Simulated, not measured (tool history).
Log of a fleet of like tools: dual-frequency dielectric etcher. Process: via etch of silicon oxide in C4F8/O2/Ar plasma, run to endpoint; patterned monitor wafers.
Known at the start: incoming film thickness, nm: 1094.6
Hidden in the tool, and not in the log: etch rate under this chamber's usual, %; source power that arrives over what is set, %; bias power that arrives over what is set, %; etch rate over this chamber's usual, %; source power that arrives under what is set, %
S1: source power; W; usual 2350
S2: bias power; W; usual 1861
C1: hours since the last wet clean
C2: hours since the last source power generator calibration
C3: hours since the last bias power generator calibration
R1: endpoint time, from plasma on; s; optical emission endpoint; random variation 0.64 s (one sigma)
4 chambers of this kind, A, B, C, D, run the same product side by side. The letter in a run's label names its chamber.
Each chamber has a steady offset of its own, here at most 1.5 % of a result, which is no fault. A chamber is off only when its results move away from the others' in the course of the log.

run    day    S1    S2     C1      C2      C3      R1
 1D  0.183  2350  1861    156   329.1    63.2   205.3
 2B  0.362  2350  1861  432.7  1692.1  1104.6  206.71
 3C  0.521  2350  1861  594.7   502.9  2698.3  205.54
 4A  0.696  2350  1861   67.2   165.8  1123.9  205.74
 5C  0.854  2350  1861  602.7   510.9  2706.3  204.77
 6A  1.117  2350  1861   77.3   175.9    1134  204.51
 7B  1.421  2350  1861  458.1  1717.5    1130  205.67
 8D  1.758  1810  1861  193.8   366.9     101  227.36
 9B  2.067  1810  1861  473.6    1733  1145.5   229.2
10C  2.333  1810  1861  638.2   546.4  2741.8  227.78
11D  2.558  1810  1861    213   386.1   120.2  228.32
     2.692  -- chamber B: wet clean of the chamber
12A  2.825  2350  1861  118.3   216.9    1175  204.74
13C  2.983  2350  1861  653.8     562  2757.4  206.62
14B  3.154  2350  1861   11.1  1759.1  1171.6  206.61
15A  3.362  2350  1861  131.2   229.8  1187.9  204.27
16D  3.696  2350  1861  240.3   413.4   147.5  207.34
17C  3.867  2350  1861    675   583.2  2778.6  206.62
18D  4.192  2350  1861  252.2   425.3   159.4  208.21
19B  4.492  2350  1861   43.2  1791.2  1203.7  205.69
     4.704  -- chamber C: wet clean of the chamber
20A    4.8  2350  1861  165.7   264.3  1222.4   204.5
21A  5.133  2350  1861  173.7   272.3  1230.4  204.22
22C  5.388  2350  1861   16.4   619.7  2815.1  205.08
23D  5.733  2720  1861  289.2   462.3   196.4  198.91
24B  5.917  2720  1861   77.4  1825.4  1237.9  193.71
25D  6.075  2720  1861  297.4   470.5   204.6  199.65
26C  6.242  2720  1861   36.9   640.2  2835.6   194.2
27A  6.421  2350  1643  204.6   303.2  1261.3  211.32
28B  6.583  2350  1643   93.4  1841.4  1253.9  213.73
29A  6.854  2350  1643    215   313.6  1271.7  210.96
30C  7.021  2350  1643   55.6   658.9  2854.3  211.92
31D  7.296  2350  1861  326.7   499.8   233.9  213.23
32B  7.508  2890  2260  115.6  1863.6  1276.1   179.8

Is one chamber off against the others, does the gauge drift, or is nothing wrong? If a chamber is off, say which, and what the likeliest cause is.

Chamber D drifts away from the others.
Cause: etch rate under this chamber's usual, % = 4.3.

Here are 4 candidates for chamber D's next run, each the usual settings with a change, their results left as question marks. Which one brings its results back in line with what the others give on the usual settings?
In line means no further than this from the other chambers' mean on the usual settings: R1 2.2 s
33D-1  7.758  2100  1861               ?
33D-2  7.758  2600  1861               ?
33D-3  7.758  2290  1829               ?
33D-4  7.758  2350  1957               ?

The other chambers' mean on the usual settings: R1 205.43 s
  run      R1
33D-1   224.6
33D-2  206.19
33D-3  218.02
33D-4  211.68
33D-2 brings the chamber back in line.
